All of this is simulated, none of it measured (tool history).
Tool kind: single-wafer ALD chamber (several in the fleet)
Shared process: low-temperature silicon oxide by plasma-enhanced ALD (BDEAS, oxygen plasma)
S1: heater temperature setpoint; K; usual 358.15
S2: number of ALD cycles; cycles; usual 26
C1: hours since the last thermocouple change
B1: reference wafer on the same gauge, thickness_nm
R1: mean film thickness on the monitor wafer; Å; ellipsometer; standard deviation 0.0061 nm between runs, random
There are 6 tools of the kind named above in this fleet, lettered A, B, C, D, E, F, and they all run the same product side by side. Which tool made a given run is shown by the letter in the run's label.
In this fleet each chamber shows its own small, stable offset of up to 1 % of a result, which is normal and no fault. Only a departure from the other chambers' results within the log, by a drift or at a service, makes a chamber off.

{"run": "1C", "hour": 7.4, "S1": 358.15, "S2": 26, "C1": 218.1, "B1": 3.9196, "R1": 39.535}
{"run": "2F", "hour": 14.5, "S1": 358.15, "S2": 26, "C1": 25.7, "B1": 3.9184, "R1": 38.875}
{"run": "3B", "hour": 18.0, "S1": 358.15, "S2": 26, "C1": 144.5, "B1": 3.9181, "R1": 38.943}
{"run": "4E", "hour": 24.9, "S1": 358.15, "S2": 26, "C1": 771.2, "B1": 3.9167, "R1": 39.063}
{"run": "5D", "hour": 30.3, "S1": 358.15, "S2": 26, "C1": 628, "B1": 3.9162, "R1": 39.265}
{"run": "6A", "hour": 36.9, "S1": 358.15, "S2": 26, "C1": 732.2, "B1": 3.916, "R1": 38.872}
{"run": "7A", "hour": 40.5, "S1": 358.15, "S2": 26, "C1": 735.8, "B1": 3.9153, "R1": 38.712}
{"run": "8F", "hour": 46.3, "S1": 358.15, "S2": 26, "C1": 57.5, "B1": 3.9123, "R1": 38.713}
{"run": "9D", "hour": 50.5, "S1": 358.15, "S2": 26, "C1": 648.2, "B1": 3.9139, "R1": 39.25}
{"run": "10B", "hour": 54.8, "S1": 358.15, "S2": 26, "C1": 181.3, "B1": 3.9136, "R1": 38.958}
{"run": "11E", "hour": 61.4, "S1": 358.15, "S2": 26, "C1": 807.7, "B1": 3.911, "R1": 38.994}
{"run": "12C", "hour": 65.7, "S1": 358.15, "S2": 26, "C1": 276.4, "B1": 3.9131, "R1": 39.478}
{"run": "13E", "hour": 69.1, "S1": 358.15, "S2": 26, "C1": 815.4, "B1": 3.9115, "R1": 39.139}
{"run": "14D", "hour": 74.7, "S1": 358.15, "S2": 26, "C1": 672.4, "B1": 3.9121, "R1": 39.247}
{"run": "15C", "hour": 81.2, "S1": 358.15, "S2": 26, "C1": 291.9, "B1": 3.9091, "R1": 39.45}
{"run": "16F", "hour": 85.0, "S1": 352.15, "S2": 31, "C1": 96.2, "B1": 3.9099, "R1": 47.24}
{"run": "17A", "hour": 91.3, "S1": 352.15, "S2": 31, "C1": 786.6, "B1": 3.9073, "R1": 47.067}
{"run": "18B", "hour": 97.9, "S1": 352.15, "S2": 31, "C1": 224.4, "B1": 3.9079, "R1": 47.137}
{"run": "19B", "hour": 101.7, "S1": 352.15, "S2": 31, "C1": 228.2, "B1": 3.9073, "R1": 47.244}
{"run": "20D", "hour": 105.9, "S1": 352.15, "S2": 31, "C1": 703.6, "B1": 3.9063, "R1": 47.674}
{"run": "21E", "hour": 112.4, "S1": 352.15, "S2": 31, "C1": 858.7, "B1": 3.9047, "R1": 47.295}
{"run": "22C", "hour": 117.2, "S1": 358.15, "S2": 26, "C1": 327.9, "B1": 3.9031, "R1": 39.302}
{"run": "23F", "hour": 123.0, "S1": 358.15, "S2": 26, "C1": 134.2, "B1": 3.9039, "R1": 38.781}
{"run": "24A", "hour": 126.9, "S1": 358.15, "S2": 26, "C1": 822.2, "B1": 3.9037, "R1": 38.631}
{"run": "25C", "hour": 130.2, "S1": 358.15, "S2": 26, "C1": 340.9, "B1": 3.9033, "R1": 39.381}
{"run": "26A", "hour": 135.1, "S1": 346.15, "S2": 29, "C1": 830.4, "B1": 3.9034, "R1": 44.928}
{"run": "27B", "hour": 140.2, "S1": 346.15, "S2": 29, "C1": 266.7, "B1": 3.902, "R1": 44.897}
{"run": "28F", "hour": 145.8, "S1": 346.15, "S2": 29, "C1": 157, "B1": 3.902, "R1": 44.951}
{"run": "29E", "hour": 152.7, "S1": 346.15, "S2": 29, "C1": 899, "B1": 3.9024, "R1": 44.92}
{"run": "30D", "hour": 157.6, "S1": 346.15, "S2": 29, "C1": 755.3, "B1": 3.8989, "R1": 45.398}
{"run": "31B", "hour": 163.3, "S1": 346.15, "S2": 29, "C1": 289.8, "B1": 3.9002, "R1": 45.098}
{"run": "32F", "hour": 170.4, "S1": 358.15, "S2": 26, "C1": 181.6, "B1": 3.8984, "R1": 38.656}
{"run": "33C", "hour": 177.1, "S1": 358.15, "S2": 26, "C1": 387.8, "B1": 3.8975, "R1": 39.162}
{"run": "34A", "hour": 181.3, "S1": 358.15, "S2": 26, "C1": 876.6, "B1": 3.8962, "R1": 38.512}
{"run": "35D", "hour": 184.7, "S1": 358.15, "S2": 26, "C1": 782.4, "B1": 3.896, "R1": 39.006}
{"run": "36E", "hour": 189.5, "S1": 358.15, "S2": 23, "C1": 935.8, "B1": 3.8963, "R1": 34.346}

Next, all 6 chambers run the settings below, one line each with question marks for the results. What does each chamber give?
{"run": "37A", "hour": 194.8, "S1": 358.15, "S2": 26, "R1": "?"}
{"run": "37B", "hour": 194.8, "S1": 358.15, "S2": 26, "R1": "?"}
{"run": "37C", "hour": 194.8, "S1": 358.15, "S2": 26, "R1": "?"}
{"run": "37D", "hour": 194.8, "S1": 358.15, "S2": 26, "R1": "?"}
{"run": "37E", "hour": 194.8, "S1": 358.15, "S2": 26, "R1": "?"}
{"run": "37F", "hour": 194.8, "S1": 358.15, "S2": 26, "R1": "?"}

run=37A R1=38.495
run=37B R1=38.658
run=37C R1=39.2
run=37D R1=38.944
run=37E R1=38.794
run=37F R1=38.729
